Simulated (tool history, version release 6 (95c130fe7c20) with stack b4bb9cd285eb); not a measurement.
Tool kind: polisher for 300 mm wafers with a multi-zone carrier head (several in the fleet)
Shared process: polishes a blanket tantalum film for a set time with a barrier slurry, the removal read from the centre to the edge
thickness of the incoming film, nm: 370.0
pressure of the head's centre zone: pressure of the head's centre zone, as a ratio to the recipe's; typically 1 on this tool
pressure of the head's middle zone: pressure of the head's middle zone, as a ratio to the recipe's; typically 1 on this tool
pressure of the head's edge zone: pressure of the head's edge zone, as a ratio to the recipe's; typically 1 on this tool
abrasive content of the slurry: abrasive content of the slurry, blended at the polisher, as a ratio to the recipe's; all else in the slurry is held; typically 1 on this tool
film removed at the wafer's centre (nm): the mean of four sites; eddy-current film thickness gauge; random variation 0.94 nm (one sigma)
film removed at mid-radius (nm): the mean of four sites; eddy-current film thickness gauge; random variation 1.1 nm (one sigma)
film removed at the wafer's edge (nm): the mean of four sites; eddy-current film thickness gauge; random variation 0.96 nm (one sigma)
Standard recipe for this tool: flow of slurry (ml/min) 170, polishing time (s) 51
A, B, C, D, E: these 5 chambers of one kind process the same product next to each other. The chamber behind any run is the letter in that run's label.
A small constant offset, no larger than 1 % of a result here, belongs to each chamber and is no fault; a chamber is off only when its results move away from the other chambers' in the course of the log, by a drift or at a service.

| run | day | flow of slurry (ml/min) | pressure of the head's centre zone | pressure of the head's middle zone | pressure of the head's edge zone | abrasive content of the slurry | polishing time (s) | wafers polished on this pad | hours since the slurry nozzle was cleaned | hours since the centre zone pressure was calibrated | hours since the edge zone pressure was calibrated | film removed at the wafer's centre (nm) | film removed at mid-radius (nm) | film removed at the wafer's edge (nm) |
|---|---|---|---|---|---|---|---|---|---|---|---|---|---|---|
|  | 0.304 | chamber C: slurry nozzle cleaned |
| 1D | 0.65 | 170 | 1 | 1 | 1 | 1 | 51 | 295 | 687 | 116.9 | 636.9 | 107.14 | 110.27 | 107.24 |
|  | 0.792 | chamber A: slurry nozzle cleaned |
|  | 0.862 | chamber C: worn pad replaced by a new one |
| 2A | 0.95 | 170 | 1 | 1 | 1 | 1 | 51 | 1246 | 3.9 | 615.5 | 914.8 | 107.77 | 108.54 | 107.38 |
| 3E | 1.35 | 170 | 1 | 1 | 1 | 1 | 51 | 575 | 614.3 | 728.7 | 143.1 | 107.27 | 105.11 | 108.67 |
| 4B | 1.971 | 170 | 1 | 1 | 1 | 1 | 51 | 866 | 457 | 795 | 351 | 106.52 | 109.45 | 110.07 |
| 5C | 2.279 | 170 | 1 | 1 | 1 | 1 | 51 | 362 | 47.4 | 1141.7 | 105.4 | 108.1 | 107.73 | 107.78 |
|  | 2.546 | chamber A: worn pad replaced by a new one |
|  | 2.608 | chamber E: worn pad replaced by a new one |
|  | 2.804 | chamber B: edge zone pressure recalibrated |
|  | 2.804 | chamber D: slurry nozzle cleaned |
| 6A | 2.9 | 170 | 1 | 1 | 1.04 | 1 | 51 | 91 | 50.7 | 662.3 | 961.6 | 108.3 | 109.81 | 110.36 |
| 7C | 3.242 | 170 | 1 | 1 | 1.04 | 1 | 51 | 608 | 70.5 | 1164.8 | 128.5 | 107.17 | 106.55 | 110.41 |
| 8E | 3.575 | 170 | 1 | 1 | 1.04 | 1 | 51 | 247 | 667.7 | 782.1 | 196.5 | 107.53 | 107.19 | 109.86 |
| 9B | 3.925 | 170 | 1 | 1 | 1.04 | 1 | 51 | 1366 | 503.9 | 841.9 | 27 | 107.94 | 108.42 | 108.87 |
|  | 3.992 | chamber B: worn pad replaced by a new one |
|  | 4.138 | chamber D: worn pad replaced by a new one |
| 10D | 4.258 | 170 | 1 | 1 | 1.04 | 1 | 51 | 31 | 35 | 203.5 | 723.5 | 108.49 | 109 | 109.7 |
| 11B | 4.583 | 205 | 1.07 | 1 | 1 | 1 | 51 | 151 | 519.7 | 857.7 | 42.8 | 119.97 | 114.02 | 110.73 |
| 12C | 5.054 | 205 | 1.07 | 1 | 1 | 1 | 51 | 1071 | 114 | 1208.3 | 172 | 122.26 | 112.09 | 111.02 |
|  | 5.204 | chamber B: centre zone pressure recalibrated |
|  | 5.433 | chamber A: edge zone pressure recalibrated |
| 13D | 5.546 | 205 | 1.07 | 1 | 1 | 1 | 51 | 360 | 65.9 | 234.4 | 754.4 | 118.57 | 110.93 | 111.55 |
|  | 5.667 | chamber C: worn pad replaced by a new one |
| 14A | 6.167 | 205 | 1.07 | 1 | 1 | 1 | 51 | 926 | 129.1 | 740.7 | 17.7 | 121.46 | 109.79 | 109.08 |
|  | 6.554 | chamber E: worn pad replaced by a new one |
| 15E | 6.633 | 205 | 1.07 | 1 | 1 | 1 | 51 | 20 | 741.1 | 855.5 | 269.9 | 120.73 | 110.46 | 111.38 |
|  | 6.983 | chamber E: slurry nozzle cleaned |
| 16E | 7.25 | 170 | 1 | 1 | 1 | 1 | 51 | 177 | 6.4 | 870.3 | 284.7 | 107.42 | 108.4 | 107.83 |
| 17C | 7.7 | 170 | 1 | 1 | 1 | 1 | 51 | 520 | 177.5 | 1271.8 | 235.5 | 108.23 | 108.27 | 108.6 |
|  | 8.129 | chamber D: worn pad replaced by a new one |
| 18A | 8.267 | 170 | 1 | 1 | 1 | 1 | 51 | 1463 | 179.5 | 791.1 | 68.1 | 108.87 | 109.54 | 105.6 |
|  | 8.762 | chamber A: worn pad replaced by a new one |
| 19B | 8.804 | 200 | 1 | 1 | 1 | 1 | 51 | 1230 | 621 | 86.4 | 144.1 | 111.46 | 110.67 | 110.3 |
|  | 8.883 | chamber B: worn pad replaced by a new one |
|  | 9.154 | chamber C: centre zone pressure recalibrated |
| 20D | 9.412 | 200 | 1 | 1 | 1 | 1 | 51 | 328 | 158.7 | 327.2 | 847.2 | 111.62 | 111.77 | 108.5 |
|  | 9.454 | chamber E: centre zone pressure recalibrated |
| 21B | 9.717 | 200 | 1 | 1 | 1 | 1 | 51 | 213 | 642.9 | 108.3 | 166 | 110.03 | 111.76 | 109.76 |
|  | 9.975 | chamber C: slurry nozzle cleaned |
|  | 10.025 | chamber C: worn pad replaced by a new one |
| 22E | 10.342 | 200 | 1 | 1 | 1 | 1 | 51 | 968 | 80.6 | 21.3 | 358.9 | 111.07 | 111.14 | 111.4 |
| 23D | 10.771 | 200 | 1 | 1 | 1 | 1 | 51 | 675 | 191.3 | 359.8 | 879.8 | 111.19 | 110.7 | 108.31 |
|  | 11.046 | chamber E: worn pad replaced by a new one |
| 24C | 11.221 | 170 | 1 | 1 | 1 | 1 | 51 | 306 | 30 | 49.7 | 320 | 108.05 | 108.75 | 105.81 |
|  | 11.762 | chamber D: worn pad replaced by a new one |
| 25A | 11.892 | 170 | 1 | 1 | 1 | 1 | 51 | 799 | 266.5 | 878.1 | 155.1 | 109.2 | 108.65 | 106.42 |
| 26C | 12.554 | 170 | 1 | 1 | 1 | 1 | 51 | 647 | 62 | 81.7 | 352 | 107.37 | 108.42 | 106.49 |
| 27E | 13.092 | 170 | 1 | 1 | 1 | 1 | 51 | 522 | 146.6 | 87.3 | 424.9 | 108.74 | 107.06 | 108.13 |
|  | 13.471 | chamber B: worn pad replaced by a new one |
| 28B | 13.533 | 170 | 1 | 1 | 1 | 1 | 51 | 16 | 734.5 | 199.9 | 257.6 | 108.65 | 109.35 | 108.65 |
|  | 13.754 | chamber A: worn pad replaced by a new one |
| 29D | 13.992 | 170 | 1 | 1 | 1 | 1 | 51 | 570 | 268.6 | 437.1 | 957.1 | 107.98 | 105.97 | 107.58 |
| 30A | 14.558 | 170 | 1 | 1 | 1 | 1 | 51 | 206 | 330.5 | 942.1 | 219.1 | 108.31 | 109.29 | 107.38 |
|  | 14.654 | chamber C: worn pad replaced by a new one |
| 31C | 14.95 | 170 | 1 | 1 | 1 | 1 | 51 | 76 | 119.5 | 139.2 | 409.5 | 108.58 | 108.06 | 107.21 |
|  | 15.025 | chamber E: worn pad replaced by a new one |
|  | 15.142 | chamber B: edge zone pressure recalibrated |
| 32A | 15.388 | 170 | 1 | 1 | 1 | 1 | 51 | 418 | 350.4 | 962 | 239 | 109.13 | 107.97 | 109.05 |
| 33E | 15.762 | 170 | 1 | 1 | 1 | 1 | 51 | 188 | 210.7 | 151.4 | 489 | 109.35 | 106.95 | 108.01 |
|  | 15.912 | chamber A: slurry nozzle cleaned |
|  | 16 | chamber D: worn pad replaced by a new one |
| 34B | 16.271 | 170 | 1 | 1 | 1 | 1 | 51 | 716 | 800.2 | 265.6 | 27.2 | 109 | 107.61 | 108.78 |
| 35D | 16.625 | 170 | 1 | 1 | 1 | 1 | 51 | 160 | 331.8 | 500.3 | 1020.3 | 107.49 | 107.17 | 107.99 |
|  | 16.842 | chamber C: edge zone pressure recalibrated |
| 36C | 16.929 | 170 | 1 | 1 | 1 | 1 | 51 | 582 | 167 | 186.7 | 2.2 | 107.72 | 108.12 | 105.98 |
| 37E | 17.246 | 170 | 1 | 1 | 1 | 1 | 51 | 567 | 246.3 | 187 | 524.6 | 106.16 | 105.51 | 108.26 |
| 38A | 17.579 | 170 | 0.94 | 1 | 1 | 0.9 | 51 | 978 | 40.1 | 1014.6 | 291.6 | 97.742 | 105.84 | 105.25 |
|  | 17.938 | chamber B: worn pad replaced by a new one |
| 39B | 18.021 | 170 | 0.94 | 1 | 1 | 0.9 | 51 | 21 | 842.2 | 307.6 | 69.2 | 96.834 | 106.28 | 105.24 |
|  | 18.408 | chamber E: worn pad replaced by a new one |
| 40D | 18.538 | 170 | 0.94 | 1 | 1 | 0.9 | 51 | 648 | 377.7 | 546.2 | 1066.2 | 97.182 | 104.01 | 104.55 |
| 41C | 19.054 | 170 | 0.94 | 1 | 1 | 0.9 | 51 | 1125 | 218 | 237.7 | 53.2 | 97.008 | 103.26 | 102.16 |
| 42B | 19.45 | 170 | 0.94 | 1 | 1 | 0.9 | 51 | 387 | 876.5 | 341.9 | 103.5 | 98.036 | 106.85 | 105.94 |
| 43E | 19.788 | 170 | 1 | 1 | 1 | 1 | 51 | 352 | 307.3 | 248 | 585.6 | 107.06 | 107.34 | 109.53 |

All 5 chambers run these settings next. Forecast each chamber's results:
| 44A | 20.279 | 210 | 1 | 1 | 1 | 1 | 51 |  |  |  |  | ? | ? | ? |
| 44B | 20.279 | 210 | 1 | 1 | 1 | 1 | 51 |  |  |  |  | ? | ? | ? |
| 44C | 20.279 | 210 | 1 | 1 | 1 | 1 | 51 |  |  |  |  | ? | ? | ? |
| 44D | 20.279 | 210 | 1 | 1 | 1 | 1 | 51 |  |  |  |  | ? | ? | ? |
| 44E | 20.279 | 210 | 1 | 1 | 1 | 1 | 51 |  |  |  |  | ? | ? | ? |

| run | film removed at the wafer's centre (nm) | film removed at mid-radius (nm) | film removed at the wafer's edge (nm) |
|---|---|---|---|
| 44A | 112.12 | 112.09 | 109.37 |
| 44B | 110.87 | 112.63 | 111.46 |
| 44C | 114.99 | 111.09 | 110.4 |
| 44D | 114.02 | 110.58 | 110.42 |
| 44E | 111.61 | 107.99 | 111.6 |

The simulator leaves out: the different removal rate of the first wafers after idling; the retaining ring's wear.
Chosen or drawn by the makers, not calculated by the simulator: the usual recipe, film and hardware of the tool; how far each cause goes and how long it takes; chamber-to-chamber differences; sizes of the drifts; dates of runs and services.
